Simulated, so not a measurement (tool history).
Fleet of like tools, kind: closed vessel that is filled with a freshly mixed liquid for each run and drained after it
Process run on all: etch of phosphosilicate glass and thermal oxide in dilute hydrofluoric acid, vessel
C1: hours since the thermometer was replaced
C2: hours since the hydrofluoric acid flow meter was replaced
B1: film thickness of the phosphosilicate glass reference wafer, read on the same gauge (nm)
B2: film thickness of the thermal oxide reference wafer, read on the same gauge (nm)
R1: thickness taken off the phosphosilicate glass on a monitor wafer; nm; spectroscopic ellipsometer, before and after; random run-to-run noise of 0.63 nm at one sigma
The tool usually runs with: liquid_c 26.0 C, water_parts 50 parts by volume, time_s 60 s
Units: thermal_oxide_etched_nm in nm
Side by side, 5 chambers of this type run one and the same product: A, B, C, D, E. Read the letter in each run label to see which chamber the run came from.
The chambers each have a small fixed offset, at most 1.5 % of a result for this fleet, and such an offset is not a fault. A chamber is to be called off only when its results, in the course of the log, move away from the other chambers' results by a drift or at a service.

run 1E day=0.162 | liquid_c=26.0 water_parts=50 time_s=60 | C1=412.9 C2=1348.2 | B1=30.041 B2=60.027 | R1=83.216 thermal_oxide_etched_nm=6.2292
run 2B day=0.279 | liquid_c=26.0 water_parts=50 time_s=60 | C1=72.0 C2=65.9 | B1=29.998 B2=60.009 | R1=84.941 thermal_oxide_etched_nm=6.3180
run 3A day=0.446 | liquid_c=26.0 water_parts=50 time_s=60 | C1=106.9 C2=123.0 | B1=30.024 B2=59.936 | R1=84.420 thermal_oxide_etched_nm=6.3254
run 4D day=0.533 | liquid_c=26.0 water_parts=50 time_s=60 | C1=1303.9 C2=1472.1 | B1=29.995 B2=60.036 | R1=84.309 thermal_oxide_etched_nm=6.2155
run 5C day=0.650 | liquid_c=26.0 water_parts=50 time_s=60 | C1=1335.4 C2=42.3 | B1=30.013 B2=60.003 | R1=83.818 thermal_oxide_etched_nm=6.2327
run 6E day=0.783 | liquid_c=30.5 water_parts=50 time_s=60 | C1=427.8 C2=1363.1 | B1=30.036 B2=59.992 | R1=99.857 thermal_oxide_etched_nm=7.4647
run 7B day=0.954 | liquid_c=30.5 water_parts=50 time_s=60 | C1=88.2 C2=82.1 | B1=30.003 B2=60.020 | R1=101.640 thermal_oxide_etched_nm=7.5734
run 8D day=1.046 | liquid_c=30.5 water_parts=50 time_s=60 | C1=1316.2 C2=1484.4 | B1=30.009 B2=59.998 | R1=101.220 thermal_oxide_etched_nm=7.4670
run 9A day=1.204 | liquid_c=30.5 water_parts=50 time_s=60 | C1=125.1 C2=141.2 | B1=30.000 B2=59.975 | R1=100.550 thermal_oxide_etched_nm=7.4838
run 10C day=1.350 | liquid_c=30.5 water_parts=50 time_s=60 | C1=1352.2 C2=59.1 | B1=29.999 B2=60.019 | R1=100.300 thermal_oxide_etched_nm=7.4382
run 11B day=1.450 | liquid_c=26.0 water_parts=50 time_s=60 | C1=100.1 C2=94.0 | B1=29.963 B2=60.012 | R1=84.641 thermal_oxide_etched_nm=6.2929
run 12D day=1.588 | liquid_c=26.0 water_parts=40 time_s=95 | C1=1329.2 C2=1497.4 | B1=29.958 B2=60.021 | R1=166.960 thermal_oxide_etched_nm=12.4690
run 13C day=1.758 | liquid_c=26.0 water_parts=40 time_s=95 | C1=1362.0 C2=68.9 | B1=29.960 B2=60.005 | R1=168.440 thermal_oxide_etched_nm=12.5060
run 14A day=1.925 | liquid_c=26.0 water_parts=40 time_s=95 | C1=142.4 C2=158.5 | B1=30.028 B2=60.014 | R1=167.920 thermal_oxide_etched_nm=12.4380
run 15E day=2.042 | liquid_c=26.0 water_parts=40 time_s=95 | C1=458.0 C2=1393.3 | B1=29.972 B2=60.006 | R1=165.290 thermal_oxide_etched_nm=12.3660
run 16E day=2.121 | liquid_c=26.0 water_parts=40 time_s=95 | C1=459.9 C2=1395.2 | B1=30.033 B2=59.987 | R1=165.580 thermal_oxide_etched_nm=12.4450
run 17D day=2.308 | liquid_c=29.0 water_parts=50 time_s=35 | C1=1346.5 C2=1514.7 | B1=30.024 B2=59.992 | R1=54.816 thermal_oxide_etched_nm=4.0969
-- day=2.404 chamber D: hydrofluoric acid flow meter replaced
run 18B day=2.412 | liquid_c=29.0 water_parts=50 time_s=35 | C1=123.2 C2=117.1 | B1=29.945 B2=60.006 | R1=55.645 thermal_oxide_etched_nm=4.1614
run 19A day=2.554 | liquid_c=29.0 water_parts=50 time_s=35 | C1=157.5 C2=173.6 | B1=29.948 B2=60.006 | R1=55.023 thermal_oxide_etched_nm=4.1230
run 20C day=2.733 | liquid_c=29.0 water_parts=50 time_s=35 | C1=1385.4 C2=92.3 | B1=30.020 B2=59.980 | R1=55.112 thermal_oxide_etched_nm=4.1080
run 21B day=2.842 | liquid_c=29.0 water_parts=50 time_s=35 | C1=133.5 C2=127.4 | B1=30.005 B2=59.987 | R1=55.387 thermal_oxide_etched_nm=4.1252
run 22A day=2.925 | liquid_c=26.0 water_parts=50 time_s=60 | C1=166.4 C2=182.5 | B1=30.028 B2=59.948 | R1=83.764 thermal_oxide_etched_nm=6.2255
run 23C day=3.083 | liquid_c=26.0 water_parts=50 time_s=60 | C1=1393.8 C2=100.7 | B1=30.006 B2=60.009 | R1=84.155 thermal_oxide_etched_nm=6.2710
run 24E day=3.238 | liquid_c=26.0 water_parts=50 time_s=60 | C1=486.7 C2=1422.0 | B1=30.031 B2=59.955 | R1=82.980 thermal_oxide_etched_nm=6.2265
run 25D day=3.421 | liquid_c=26.0 water_parts=50 time_s=60 | C1=1373.2 C2=24.4 | B1=30.024 B2=60.014 | R1=84.248 thermal_oxide_etched_nm=6.2491
-- day=3.492 chamber C: thermometer replaced
run 26B day=3.554 | liquid_c=22.0 water_parts=50 time_s=60 | C1=150.6 C2=144.5 | B1=29.966 B2=60.004 | R1=71.179 thermal_oxide_etched_nm=5.3418
run 27E day=3.721 | liquid_c=22.0 water_parts=50 time_s=60 | C1=498.3 C2=1433.6 | B1=29.976 B2=60.020 | R1=70.713 thermal_oxide_etched_nm=5.3213
run 28C day=3.862 | liquid_c=22.0 water_parts=50 time_s=60 | C1=9.0 C2=119.4 | B1=29.976 B2=59.987 | R1=71.542 thermal_oxide_etched_nm=5.2597
run 29D day=4.004 | liquid_c=22.0 water_parts=50 time_s=60 | C1=1387.2 C2=38.4 | B1=29.987 B2=60.012 | R1=70.908 thermal_oxide_etched_nm=5.2524
run 30A day=4.117 | liquid_c=22.0 water_parts=50 time_s=60 | C1=195.0 C2=211.1 | B1=30.009 B2=59.992 | R1=71.236 thermal_oxide_etched_nm=5.2632
run 31B day=4.242 | liquid_c=26.0 water_parts=50 time_s=60 | C1=167.1 C2=161.0 | B1=30.062 B2=60.004 | R1=85.443 thermal_oxide_etched_nm=6.2927
run 32A day=4.421 | liquid_c=26.0 water_parts=50 time_s=60 | C1=202.3 C2=218.4 | B1=30.007 B2=59.996 | R1=84.679 thermal_oxide_etched_nm=6.2109

Predict what each chamber gives when all 5 of them run the settings below next.
run 33A day=4.554 | liquid_c=26.0 water_parts=50 time_s=60 | R1=? thermal_oxide_etched_nm=?
run 33B day=4.554 | liquid_c=26.0 water_parts=50 time_s=60 | R1=? thermal_oxide_etched_nm=?
run 33C day=4.554 | liquid_c=26.0 water_parts=50 time_s=60 | R1=? thermal_oxide_etched_nm=?
run 33D day=4.554 | liquid_c=26.0 water_parts=50 time_s=60 | R1=? thermal_oxide_etched_nm=?
run 33E day=4.554 | liquid_c=26.0 water_parts=50 time_s=60 | R1=? thermal_oxide_etched_nm=?

run=33A R1=83.858 thermal_oxide_etched_nm=6.2427
run=33B R1=84.298 thermal_oxide_etched_nm=6.3158
run=33C R1=84.266 thermal_oxide_etched_nm=6.2448
run=33D R1=83.352 thermal_oxide_etched_nm=6.1530
run=33E R1=83.524 thermal_oxide_etched_nm=6.2902
